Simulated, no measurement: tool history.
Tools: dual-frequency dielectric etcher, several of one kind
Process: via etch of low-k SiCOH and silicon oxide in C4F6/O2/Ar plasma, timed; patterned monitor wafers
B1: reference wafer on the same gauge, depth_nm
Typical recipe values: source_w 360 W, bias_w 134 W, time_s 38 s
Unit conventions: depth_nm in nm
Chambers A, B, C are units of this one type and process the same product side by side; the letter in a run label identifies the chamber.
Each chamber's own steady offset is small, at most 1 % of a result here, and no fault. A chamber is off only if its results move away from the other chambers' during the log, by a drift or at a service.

{"run": "1B", "hour": 9.7, "source_w": 360, "bias_w": 134, "time_s": 38, "B1": 93.545, "depth_nm": 86.689}
{"run": "2A", "hour": 24.0, "source_w": 360, "bias_w": 134, "time_s": 38, "B1": 93.611, "depth_nm": 86.661}
{"run": "3C", "hour": 30.4, "source_w": 360, "bias_w": 134, "time_s": 38, "B1": 93.583, "depth_nm": 86.168}
{"run": "4A", "hour": 41.1, "source_w": 360, "bias_w": 134, "time_s": 38, "B1": 93.638, "depth_nm": 86.551}
{"run": "5B", "hour": 48.9, "source_w": 360, "bias_w": 134, "time_s": 38, "B1": 93.639, "depth_nm": 86.656}
{"run": "6C", "hour": 61.2, "source_w": 360, "bias_w": 134, "time_s": 38, "B1": 93.591, "depth_nm": 86.469}
{"run": "7C", "hour": 71.5, "source_w": 360, "bias_w": 134, "time_s": 38, "B1": 93.621, "depth_nm": 86.231}
{"run": "8A", "hour": 80.8, "source_w": 360, "bias_w": 134, "time_s": 38, "B1": 93.585, "depth_nm": 86.997}
{"run": "9B", "hour": 93.0, "source_w": 360, "bias_w": 134, "time_s": 38, "B1": 93.588, "depth_nm": 87.13}
{"run": "10A", "hour": 106.5, "source_w": 360, "bias_w": 107, "time_s": 38, "B1": 93.648, "depth_nm": 81.141}
{"run": "11B", "hour": 118.0, "source_w": 360, "bias_w": 107, "time_s": 38, "B1": 93.582, "depth_nm": 81.378}
{"run": "12C", "hour": 124.7, "source_w": 360, "bias_w": 107, "time_s": 38, "B1": 93.625, "depth_nm": 81.169}
{"run": "13B", "hour": 136.2, "source_w": 390, "bias_w": 134, "time_s": 38, "B1": 93.645, "depth_nm": 89.402}
{"run": "14A", "hour": 143.0, "source_w": 390, "bias_w": 134, "time_s": 38, "B1": 93.636, "depth_nm": 89.464}
{"run": "15C", "hour": 156.8, "source_w": 390, "bias_w": 134, "time_s": 38, "B1": 93.62, "depth_nm": 89.398}
{"run": "16C", "hour": 169.7, "source_w": 440, "bias_w": 134, "time_s": 34, "B1": 93.564, "depth_nm": 83.76}
{"hour": 172.6, "done": "chamber C: wet clean of the chamber"}
{"run": "17A", "hour": 178.9, "source_w": 440, "bias_w": 134, "time_s": 34, "B1": 93.581, "depth_nm": 83.615}
{"run": "18B", "hour": 193.4, "source_w": 440, "bias_w": 134, "time_s": 34, "B1": 93.605, "depth_nm": 83.937}
{"run": "19A", "hour": 205.4, "source_w": 360, "bias_w": 134, "time_s": 38, "B1": 93.613, "depth_nm": 86.951}
{"run": "20C", "hour": 216.4, "source_w": 360, "bias_w": 134, "time_s": 29.5, "B1": 93.639, "depth_nm": 66.105}
{"run": "21B", "hour": 227.7, "source_w": 360, "bias_w": 134, "time_s": 29.5, "B1": 93.65, "depth_nm": 67.342}
{"run": "22C", "hour": 236.0, "source_w": 360, "bias_w": 134, "time_s": 29.5, "B1": 93.581, "depth_nm": 66.072}
{"run": "23B", "hour": 244.2, "source_w": 360, "bias_w": 134, "time_s": 38, "B1": 93.519, "depth_nm": 86.383}
{"run": "24A", "hour": 256.9, "source_w": 360, "bias_w": 134, "time_s": 38, "B1": 93.587, "depth_nm": 86.981}
{"run": "25B", "hour": 263.4, "source_w": 300, "bias_w": 134, "time_s": 38, "B1": 93.662, "depth_nm": 81.054}
{"run": "26A", "hour": 276.9, "source_w": 300, "bias_w": 134, "time_s": 38, "B1": 93.59, "depth_nm": 80.844}
{"run": "27C", "hour": 289.5, "source_w": 300, "bias_w": 134, "time_s": 38, "B1": 93.593, "depth_nm": 79.561}
{"run": "28C", "hour": 302.0, "source_w": 360, "bias_w": 134, "time_s": 38, "B1": 93.566, "depth_nm": 85.499}
{"run": "29B", "hour": 315.9, "source_w": 360, "bias_w": 134, "time_s": 38, "B1": 93.584, "depth_nm": 87.289}
{"run": "30A", "hour": 325.3, "source_w": 360, "bias_w": 134, "time_s": 38, "B1": 93.601, "depth_nm": 86.936}
{"run": "31C", "hour": 331.8, "source_w": 360, "bias_w": 134, "time_s": 38, "B1": 93.65, "depth_nm": 85.281}
{"run": "32A", "hour": 342.0, "source_w": 360, "bias_w": 134, "time_s": 38, "B1": 93.504, "depth_nm": 86.748}
{"run": "33B", "hour": 353.9, "source_w": 360, "bias_w": 134, "time_s": 38, "B1": 93.609, "depth_nm": 86.651}
{"run": "34C", "hour": 361.2, "source_w": 360, "bias_w": 134, "time_s": 48, "B1": 93.584, "depth_nm": 107.87}
{"run": "35B", "hour": 371.0, "source_w": 360, "bias_w": 134, "time_s": 48, "B1": 93.584, "depth_nm": 108.92}
{"run": "36A", "hour": 378.7, "source_w": 360, "bias_w": 134, "time_s": 48, "B1": 93.608, "depth_nm": 109.65}
{"run": "37C", "hour": 390.6, "source_w": 360, "bias_w": 160, "time_s": 27.5, "B1": 93.586, "depth_nm": 65.118}
{"hour": 399.9, "done": "chamber A: wet clean of the chamber"}
{"run": "38B", "hour": 404.6, "source_w": 360, "bias_w": 160, "time_s": 27.5, "B1": 93.624, "depth_nm": 66.199}
{"run": "39A", "hour": 414.8, "source_w": 360, "bias_w": 160, "time_s": 27.5, "B1": 93.64, "depth_nm": 66.185}
{"run": "40A", "hour": 421.6, "source_w": 360, "bias_w": 134, "time_s": 38, "B1": 93.631, "depth_nm": 86.888}
{"run": "41B", "hour": 432.6, "source_w": 360, "bias_w": 134, "time_s": 38, "B1": 93.552, "depth_nm": 86.745}
{"run": "42C", "hour": 445.1, "source_w": 360, "bias_w": 115, "time_s": 38, "B1": 93.664, "depth_nm": 81.385}

Is one chamber out of step, is the gauge drifting, or do the chambers differ by no more than their own small offsets? For an off chamber, give its letter and the likeliest cause.

A service on chamber C put it out of line with the rest.
What lies behind it: etch rate under this chamber's usual, % = 1.28.

Chamber C could run next with any of the 4 candidate recipes listed below; each alters the usual settings, and their results appear as question marks. Which one brings its results back in line with what the other chambers deliver on the usual settings?
Counts as in line when no further than this from what the other chambers average on the usual settings: depth_nm 0.77 nm
{"run": "43C-1", "hour": 455.4, "source_w": 360, "bias_w": 119, "time_s": 38, "depth_nm": "?"}
{"run": "43C-2", "hour": 455.4, "source_w": 360, "bias_w": 149, "time_s": 38, "depth_nm": "?"}
{"run": "43C-3", "hour": 455.4, "source_w": 360, "bias_w": 134, "time_s": 37.5, "depth_nm": "?"}
{"run": "43C-4", "hour": 455.4, "source_w": 360, "bias_w": 135, "time_s": 38.5, "depth_nm": "?"}

The other chambers' mean on the usual settings: depth_nm 86.714 nm
run=43C-1 depth_nm=82.261
run=43C-2 depth_nm=87.908
run=43C-3 depth_nm=84.036
run=43C-4 depth_nm=86.467
The right change is 43C-4: it brings the chamber back within the allowed miss of the others.
